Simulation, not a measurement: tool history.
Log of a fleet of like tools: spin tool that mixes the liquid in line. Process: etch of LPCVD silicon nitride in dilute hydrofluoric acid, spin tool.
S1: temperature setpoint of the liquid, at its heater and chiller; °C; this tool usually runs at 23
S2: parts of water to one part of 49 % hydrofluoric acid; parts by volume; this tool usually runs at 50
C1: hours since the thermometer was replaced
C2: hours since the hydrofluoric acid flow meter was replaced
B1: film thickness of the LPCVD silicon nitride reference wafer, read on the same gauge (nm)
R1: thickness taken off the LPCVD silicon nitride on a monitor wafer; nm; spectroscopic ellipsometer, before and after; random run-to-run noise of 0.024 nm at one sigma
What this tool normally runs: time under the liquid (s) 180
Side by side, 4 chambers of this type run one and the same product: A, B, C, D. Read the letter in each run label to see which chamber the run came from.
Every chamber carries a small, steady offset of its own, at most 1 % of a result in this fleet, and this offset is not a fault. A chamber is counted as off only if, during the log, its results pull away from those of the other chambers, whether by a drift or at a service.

Run 1C, day 0.271: usual settings; C1 1149.4; C2 310.2; B1 60.011. Result: R1 1.4974 nm.
Run 2A, day 0.592: usual settings; C1 824.8; C2 236.3; B1 60.012. Result: R1 1.5695 nm.
Run 3D, day 0.992: usual settings; C1 244; C2 621.1; B1 60.001. Result: R1 1.5403 nm.
Run 4B, day 1.358: usual settings; C1 1218.3; C2 854.5; B1 59.994. Result: R1 1.5648 nm.
Run 5D, day 1.542: usual settings; C1 257.2; C2 634.3; B1 60.011. Result: R1 1.5114 nm.
Run 6B, day 1.833: usual settings; C1 1229.7; C2 865.9; B1 59.996. Result: R1 1.547 nm.
Run 7C, day 2.108: usual settings; C1 1193.5; C2 354.3; B1 59.997. Result: R1 1.5057 nm.
Run 8A, day 2.421: usual settings; C1 868.7; C2 280.2; B1 59.999. Result: R1 1.5203 nm.
Run 9D, day 2.742: usual settings; C1 286; C2 663.1; B1 60.012. Result: R1 1.5534 nm.
Run 10A, day 2.992: usual settings; C1 882.4; C2 293.9; B1 60.015. Result: R1 1.4921 nm.
Run 11B, day 3.183: usual settings; C1 1262.1; C2 898.3; B1 59.984. Result: R1 1.5215 nm.
Run 12C, day 3.504: usual settings; C1 1227; C2 387.8; B1 60.008. Result: R1 1.5198 nm.
Run 13C, day 3.792: usual settings; C1 1233.9; C2 394.7; B1 59.991. Result: R1 1.5122 nm.
Run 14B, day 4.038: usual settings; C1 1282.6; C2 918.8; B1 60. Result: R1 1.5302 nm.
Run 15D, day 4.396: usual settings; C1 325.7; C2 702.8; B1 60.012. Result: R1 1.5806 nm.
Run 16A, day 4.608: usual settings; C1 921.2; C2 332.7; B1 60.004. Result: R1 1.4446 nm.
Run 17C, day 4.925: usual settings; C1 1261.1; C2 421.9; B1 60.029. Result: R1 1.565 nm.
Run 18A, day 5.279: usual settings; C1 937.3; C2 348.8; B1 60.004. Result: R1 1.4388 nm.
Run 19B, day 5.65: usual settings but S1 20 °C, time under the liquid (s) 135; C1 1321.3; C2 957.5; B1 59.98. Result: R1 0.96954 nm.
Run 20D, day 5.846: usual settings but S1 20 °C, time under the liquid (s) 135; C1 360.5; C2 737.6; B1 60.011. Result: R1 0.95271 nm.
Run 21A, day 6.167: usual settings but S1 20 °C, time under the liquid (s) 135; C1 958.6; C2 370.1; B1 60.015. Result: R1 0.84415 nm.
Run 22B, day 6.571: usual settings but S1 20 °C, time under the liquid (s) 135; C1 1343.4; C2 979.6; B1 60.004. Result: R1 0.93839 nm.
Run 23D, day 6.821: usual settings; C1 383.9; C2 761; B1 59.983. Result: R1 1.5392 nm.
Run 24C, day 7.15: usual settings; C1 1314.5; C2 475.3; B1 59.99. Result: R1 1.5146 nm.
Run 25C, day 7.496: usual settings; C1 1322.8; C2 483.6; B1 60.009. Result: R1 1.5634 nm.
Run 26A, day 7.712: usual settings; C1 995.7; C2 407.2; B1 60.007. Result: R1 1.36 nm.

Has any chamber moved away from the others, gradually or after a service, or does the common gauge drift, or do the chambers differ only by their own small steady offsets? State the chamber and the most likely cause if one applies.

Chamber A drifts away from the others.
Cause: liquid colder than its thermometer reads (K) = 2.4.

Which of the 4 candidates below, each the usual settings with something changed and its results left as question marks, puts chamber A back in line with what the other chambers give on the usual settings?
A result is in line if it is within this distance of the other chambers' mean on the usual settings: R1 0.084 nm
Run 27A-1, day 8.012: usual settings but S1 22.5 °C, time under the liquid (s) 160. Result: R1 ?.
Run 27A-2, day 8.012: usual settings but time under the liquid (s) 175. Result: R1 ?.
Run 27A-3, day 8.012: usual settings but time under the liquid (s) 190. Result: R1 ?.
Run 27A-4, day 8.012: usual settings but S1 25 °C. Result: R1 ?.

Usual-settings mean across the other chambers: R1 1.5414 nm
  run      R1
27A-1  1.1401
27A-2   1.291
27A-3  1.4016
27A-4  1.5264
The answer is 27A-4, which returns the chamber to within the allowed miss of the others.
